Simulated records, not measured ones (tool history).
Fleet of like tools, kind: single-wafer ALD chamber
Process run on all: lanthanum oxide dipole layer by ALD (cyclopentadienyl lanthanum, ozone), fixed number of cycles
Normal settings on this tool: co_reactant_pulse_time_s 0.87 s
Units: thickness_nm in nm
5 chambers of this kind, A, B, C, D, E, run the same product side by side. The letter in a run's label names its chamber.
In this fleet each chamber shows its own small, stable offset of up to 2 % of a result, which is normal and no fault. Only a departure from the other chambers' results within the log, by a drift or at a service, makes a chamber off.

run   hour  co_reactant_pulse_time_s  hours since the last thermocouple change  hours since the last ozone generator service  read-back reference wafer on the same gauge, thickness_nm  thickness_nm
 1C    6.2                      0.87                                     520.3                                         384.3                                                    0.40702       0.47433
 2B   11.8                      0.87                                     710.5                                          41.9                                                    0.40716       0.47554
 3D   14.8                      0.87                                    1263.7                                          94.5                                                    0.40713       0.47761
 4A   19.2                      0.87                                     879.5                                         457.7                                                    0.40708       0.47603
 5E   24.5                      0.87                                    1466.3                                        1828.0                                                    0.40714       0.48565
 6E   27.5                      0.87                                    1469.3                                        1831.0                                                    0.40723       0.48510
      31.3  -- chamber E: ozone generator serviced
 7D   33.4                      0.87                                    1282.3                                         113.1                                                    0.40738       0.47744
 8B   39.7                      0.87                                     738.4                                          69.8                                                    0.40740       0.47581
 9C   43.4                      0.87                                     557.5                                         421.5                                                    0.40752       0.47413
10A   47.8                      0.87                                     908.1                                         486.3                                                    0.40747       0.47719
11E   51.4                      0.87                                    1493.2                                          20.1                                                    0.40746       0.48554
12D   56.7                      0.87                                    1305.6                                         136.4                                                    0.40757       0.47757
13C   62.4                      0.87                                     576.5                                         440.5                                                    0.40757       0.47416
14A   68.6                      0.87                                     928.9                                         507.1                                                    0.40765       0.47744
15B   72.7                      0.87                                     771.4                                         102.8                                                    0.40762       0.47663
16B   78.2                      0.87                                     776.9                                         108.3                                                    0.40784       0.47660
17E   81.6                      1.11                                    1523.4                                          50.3                                                    0.40780       0.52682
18C   86.6                      1.11                                     600.7                                         464.7                                                    0.40785       0.51341
19A   92.9                      1.11                                     953.2                                         531.4                                                    0.40790       0.51452
20D   96.0                      1.11                                    1344.9                                         175.7                                                    0.40805       0.51705
21A   99.2                      1.11                                     959.5                                         537.7                                                    0.40793       0.51438
22D  103.1                      0.87                                    1352.0                                         182.8                                                    0.40805       0.47731
23E  106.4                      0.87                                    1548.2                                          75.1                                                    0.40808       0.48664
24B  109.4                      0.87                                     808.1                                         139.5                                                    0.40807       0.47633
25C  113.3                      0.87                                     627.4                                         491.4                                                    0.40819       0.47559
26A  119.1                      0.87                                     979.4                                         557.6                                                    0.40808       0.47717
27C  124.0                      0.87                                     638.1                                         502.1                                                    0.40827       0.47579
28D  130.4                      0.87                                    1379.3                                         210.1                                                    0.40817       0.47904
29E  134.5                      0.87                                    1576.3                                         103.2                                                    0.40823       0.48596
30B  138.1                      0.87                                     836.8                                         168.2                                                    0.40830       0.47622
31E  142.3                      1.19                                    1584.1                                         111.0                                                    0.40849       0.53555
32B  145.5                      1.19                                     844.2                                         175.6                                                    0.40849       0.52488
33D  151.9                      1.19                                    1400.8                                         231.6                                                    0.40842       0.52749
34A  155.1                      1.19                                    1015.4                                         593.6                                                    0.40844       0.52506
35C  160.9                      1.19                                     675.0                                         539.0                                                    0.40860       0.52423
36A  164.5                      0.87                                    1024.8                                         603.0                                                    0.40871       0.47650
37C  170.7                      0.87                                     684.8                                         548.8                                                    0.40869       0.47668
38B  173.5                      0.87                                     872.2                                         203.6                                                    0.40863       0.47666
     178.7  -- chamber E: thermocouple changed; heater temperature recalibrated
39E  179.5                      0.87                                       0.8                                         148.2                                                    0.40875       0.48704

For the next run the whole fleet of 5 chambers uses the same settings. Give each chamber's results:
40A  184.1                      1.00                                                                                                                                                                ?
40B  184.1                      1.00                                                                                                                                                                ?
40C  184.1                      1.00                                                                                                                                                                ?
40D  184.1                      1.00                                                                                                                                                                ?
40E  184.1                      1.00                                                                                                                                                                ?

run  thickness_nm
40A       0.50005
40B       0.50015
40C       0.49889
40D       0.50144
40E       0.51089

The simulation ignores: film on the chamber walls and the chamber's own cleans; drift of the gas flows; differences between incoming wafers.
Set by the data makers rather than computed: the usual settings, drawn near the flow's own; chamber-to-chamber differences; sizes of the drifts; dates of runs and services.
